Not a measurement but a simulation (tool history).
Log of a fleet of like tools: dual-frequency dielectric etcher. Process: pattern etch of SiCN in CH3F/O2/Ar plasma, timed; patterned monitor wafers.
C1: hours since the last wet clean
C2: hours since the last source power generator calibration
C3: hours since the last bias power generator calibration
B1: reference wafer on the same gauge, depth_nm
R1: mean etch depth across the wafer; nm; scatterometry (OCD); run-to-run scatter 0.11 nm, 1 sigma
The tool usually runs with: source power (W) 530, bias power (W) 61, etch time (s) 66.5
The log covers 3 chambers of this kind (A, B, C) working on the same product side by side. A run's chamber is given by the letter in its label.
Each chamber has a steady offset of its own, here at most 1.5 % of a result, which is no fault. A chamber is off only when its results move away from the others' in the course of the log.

{"run": "1A", "hour": 3.9, "source power (W)": 530, "bias power (W)": 61, "etch time (s)": 66.5, "C1": 117.1, "C2": 589.2, "C3": 3386.0, "B1": 27.796, "R1": 26.582}
{"run": "2B", "hour": 6.0, "source power (W)": 530, "bias power (W)": 61, "etch time (s)": 66.5, "C1": 394.6, "C2": 474.1, "C3": 1448.2, "B1": 27.767, "R1": 26.503}
{"run": "3C", "hour": 8.6, "source power (W)": 530, "bias power (W)": 61, "etch time (s)": 66.5, "C1": 373.5, "C2": 4690.4, "C3": 590.5, "B1": 27.792, "R1": 26.357}
{"run": "4B", "hour": 11.9, "source power (W)": 530, "bias power (W)": 61, "etch time (s)": 66.5, "C1": 400.5, "C2": 480.0, "C3": 1454.1, "B1": 27.78, "R1": 26.424}
{"run": "5C", "hour": 14.5, "source power (W)": 530, "bias power (W)": 61, "etch time (s)": 66.5, "C1": 379.4, "C2": 4696.3, "C3": 596.4, "B1": 27.805, "R1": 26.094}
{"run": "6A", "hour": 18.9, "source power (W)": 530, "bias power (W)": 61, "etch time (s)": 66.5, "C1": 132.1, "C2": 604.2, "C3": 3401.0, "B1": 27.828, "R1": 26.688}
{"run": "7B", "hour": 21.1, "source power (W)": 530, "bias power (W)": 61, "etch time (s)": 66.5, "C1": 409.7, "C2": 489.2, "C3": 1463.3, "B1": 27.828, "R1": 26.499}
{"run": "8A", "hour": 24.7, "source power (W)": 610, "bias power (W)": 61, "etch time (s)": 66.5, "C1": 137.9, "C2": 610.0, "C3": 3406.8, "B1": 27.785, "R1": 27.916}
{"run": "9C", "hour": 26.8, "source power (W)": 610, "bias power (W)": 61, "etch time (s)": 66.5, "C1": 391.7, "C2": 4708.6, "C3": 608.7, "B1": 27.768, "R1": 27.488}
{"run": "10A", "hour": 29.5, "source power (W)": 610, "bias power (W)": 61, "etch time (s)": 66.5, "C1": 142.7, "C2": 614.8, "C3": 3411.6, "B1": 27.817, "R1": 27.887}
{"run": "11C", "hour": 34.1, "source power (W)": 530, "bias power (W)": 61, "etch time (s)": 66.5, "C1": 399.0, "C2": 4715.9, "C3": 616.0, "B1": 27.801, "R1": 26.221}
{"run": "12B", "hour": 37.5, "source power (W)": 530, "bias power (W)": 61, "etch time (s)": 66.5, "C1": 426.1, "C2": 505.6, "C3": 1479.7, "B1": 27.786, "R1": 26.738}
{"run": "13C", "hour": 41.1, "source power (W)": 530, "bias power (W)": 61, "etch time (s)": 66.5, "C1": 406.0, "C2": 4722.9, "C3": 623.0, "B1": 27.795, "R1": 26.311}
{"hour": 42.5, "done": "chamber B: wet clean of the chamber"}
{"run": "14B", "hour": 44.3, "source power (W)": 530, "bias power (W)": 61, "etch time (s)": 66.5, "C1": 1.8, "C2": 512.4, "C3": 1486.5, "B1": 27.803, "R1": 26.579}
{"run": "15A", "hour": 48.3, "source power (W)": 530, "bias power (W)": 61, "etch time (s)": 66.5, "C1": 161.5, "C2": 633.6, "C3": 3430.4, "B1": 27.796, "R1": 26.81}
{"run": "16C", "hour": 51.3, "source power (W)": 530, "bias power (W)": 61, "etch time (s)": 66.5, "C1": 416.2, "C2": 4733.1, "C3": 633.2, "B1": 27.795, "R1": 26.007}
{"run": "17B", "hour": 53.6, "source power (W)": 530, "bias power (W)": 61, "etch time (s)": 66.5, "C1": 11.1, "C2": 521.7, "C3": 1495.8, "B1": 27.788, "R1": 26.665}
{"run": "18A", "hour": 57.3, "source power (W)": 530, "bias power (W)": 61, "etch time (s)": 66.5, "C1": 170.5, "C2": 642.6, "C3": 3439.4, "B1": 27.794, "R1": 26.637}
{"run": "19C", "hour": 60.6, "source power (W)": 530, "bias power (W)": 47, "etch time (s)": 66.5, "C1": 425.5, "C2": 4742.4, "C3": 642.5, "B1": 27.805, "R1": 24.181}
{"run": "20A", "hour": 62.9, "source power (W)": 530, "bias power (W)": 47, "etch time (s)": 66.5, "C1": 176.1, "C2": 648.2, "C3": 3445.0, "B1": 27.819, "R1": 24.576}
{"run": "21B", "hour": 66.5, "source power (W)": 530, "bias power (W)": 47, "etch time (s)": 66.5, "C1": 24.0, "C2": 534.6, "C3": 1508.7, "B1": 27.767, "R1": 24.283}
{"run": "22A", "hour": 68.9, "source power (W)": 530, "bias power (W)": 61, "etch time (s)": 66.5, "C1": 182.1, "C2": 654.2, "C3": 3451.0, "B1": 27.799, "R1": 26.819}
{"run": "23B", "hour": 72.9, "source power (W)": 530, "bias power (W)": 61, "etch time (s)": 66.5, "C1": 30.4, "C2": 541.0, "C3": 1515.1, "B1": 27.826, "R1": 26.699}
{"run": "24C", "hour": 77.2, "source power (W)": 530, "bias power (W)": 61, "etch time (s)": 66.5, "C1": 442.1, "C2": 4759.0, "C3": 659.1, "B1": 27.785, "R1": 26.272}
{"run": "25B", "hour": 80.8, "source power (W)": 530, "bias power (W)": 61, "etch time (s)": 66.5, "C1": 38.3, "C2": 548.9, "C3": 1523.0, "B1": 27.813, "R1": 26.714}
{"run": "26A", "hour": 84.1, "source power (W)": 530, "bias power (W)": 61, "etch time (s)": 66.5, "C1": 197.3, "C2": 669.4, "C3": 3466.2, "B1": 27.79, "R1": 26.902}
{"run": "27C", "hour": 88.4, "source power (W)": 530, "bias power (W)": 61, "etch time (s)": 66.5, "C1": 453.3, "C2": 4770.2, "C3": 670.3, "B1": 27.802, "R1": 26.095}
{"run": "28A", "hour": 91.6, "source power (W)": 530, "bias power (W)": 61, "etch time (s)": 66.5, "C1": 204.8, "C2": 676.9, "C3": 3473.7, "B1": 27.801, "R1": 26.933}
{"run": "29B", "hour": 93.6, "source power (W)": 530, "bias power (W)": 61, "etch time (s)": 66.5, "C1": 51.1, "C2": 561.7, "C3": 1535.8, "B1": 27.798, "R1": 26.499}
{"run": "30C", "hour": 96.6, "source power (W)": 530, "bias power (W)": 61, "etch time (s)": 66.5, "C1": 461.5, "C2": 4778.4, "C3": 678.5, "B1": 27.776, "R1": 26.243}
{"run": "31B", "hour": 100.1, "source power (W)": 530, "bias power (W)": 61, "etch time (s)": 66.5, "C1": 57.6, "C2": 568.2, "C3": 1542.3, "B1": 27.792, "R1": 26.634}
{"run": "32C", "hour": 102.7, "source power (W)": 530, "bias power (W)": 61, "etch time (s)": 66.5, "C1": 467.6, "C2": 4784.5, "C3": 684.6, "B1": 27.761, "R1": 26.26}
{"run": "33A", "hour": 106.7, "source power (W)": 530, "bias power (W)": 61, "etch time (s)": 66.5, "C1": 219.9, "C2": 692.0, "C3": 3488.8, "B1": 27.778, "R1": 26.956}
{"run": "34B", "hour": 110.7, "source power (W)": 530, "bias power (W)": 61, "etch time (s)": 66.5, "C1": 68.2, "C2": 578.8, "C3": 1552.9, "B1": 27.818, "R1": 26.643}
{"run": "35A", "hour": 113.5, "source power (W)": 530, "bias power (W)": 61, "etch time (s)": 66.5, "C1": 226.7, "C2": 698.8, "C3": 3495.6, "B1": 27.799, "R1": 27.094}
{"run": "36C", "hour": 117.7, "source power (W)": 530, "bias power (W)": 61, "etch time (s)": 66.5, "C1": 482.6, "C2": 4799.5, "C3": 699.6, "B1": 27.793, "R1": 26.359}
{"run": "37C", "hour": 121.6, "source power (W)": 530, "bias power (W)": 61, "etch time (s)": 66.5, "C1": 486.5, "C2": 4803.4, "C3": 703.5, "B1": 27.777, "R1": 26.267}
{"run": "38A", "hour": 125.5, "source power (W)": 530, "bias power (W)": 61, "etch time (s)": 66.5, "C1": 238.7, "C2": 710.8, "C3": 3507.6, "B1": 27.804, "R1": 27.181}
{"run": "39B", "hour": 129.2, "source power (W)": 530, "bias power (W)": 61, "etch time (s)": 66.5, "C1": 86.7, "C2": 597.3, "C3": 1571.4, "B1": 27.774, "R1": 26.625}
{"run": "40C", "hour": 132.4, "source power (W)": 530, "bias power (W)": 61, "etch time (s)": 66.5, "C1": 497.3, "C2": 4814.2, "C3": 714.3, "B1": 27.801, "R1": 26.384}

The same settings go to every chamber for the next run, one line per chamber below. Forecast the results for each:
{"run": "41A", "hour": 135.7, "source power (W)": 430, "bias power (W)": 61, "etch time (s)": 66.5, "R1": "?"}
{"run": "41B", "hour": 135.7, "source power (W)": 430, "bias power (W)": 61, "etch time (s)": 66.5, "R1": "?"}
{"run": "41C", "hour": 135.7, "source power (W)": 430, "bias power (W)": 61, "etch time (s)": 66.5, "R1": "?"}

run=41A R1=25.089
run=41B R1=24.428
run=41C R1=24.297

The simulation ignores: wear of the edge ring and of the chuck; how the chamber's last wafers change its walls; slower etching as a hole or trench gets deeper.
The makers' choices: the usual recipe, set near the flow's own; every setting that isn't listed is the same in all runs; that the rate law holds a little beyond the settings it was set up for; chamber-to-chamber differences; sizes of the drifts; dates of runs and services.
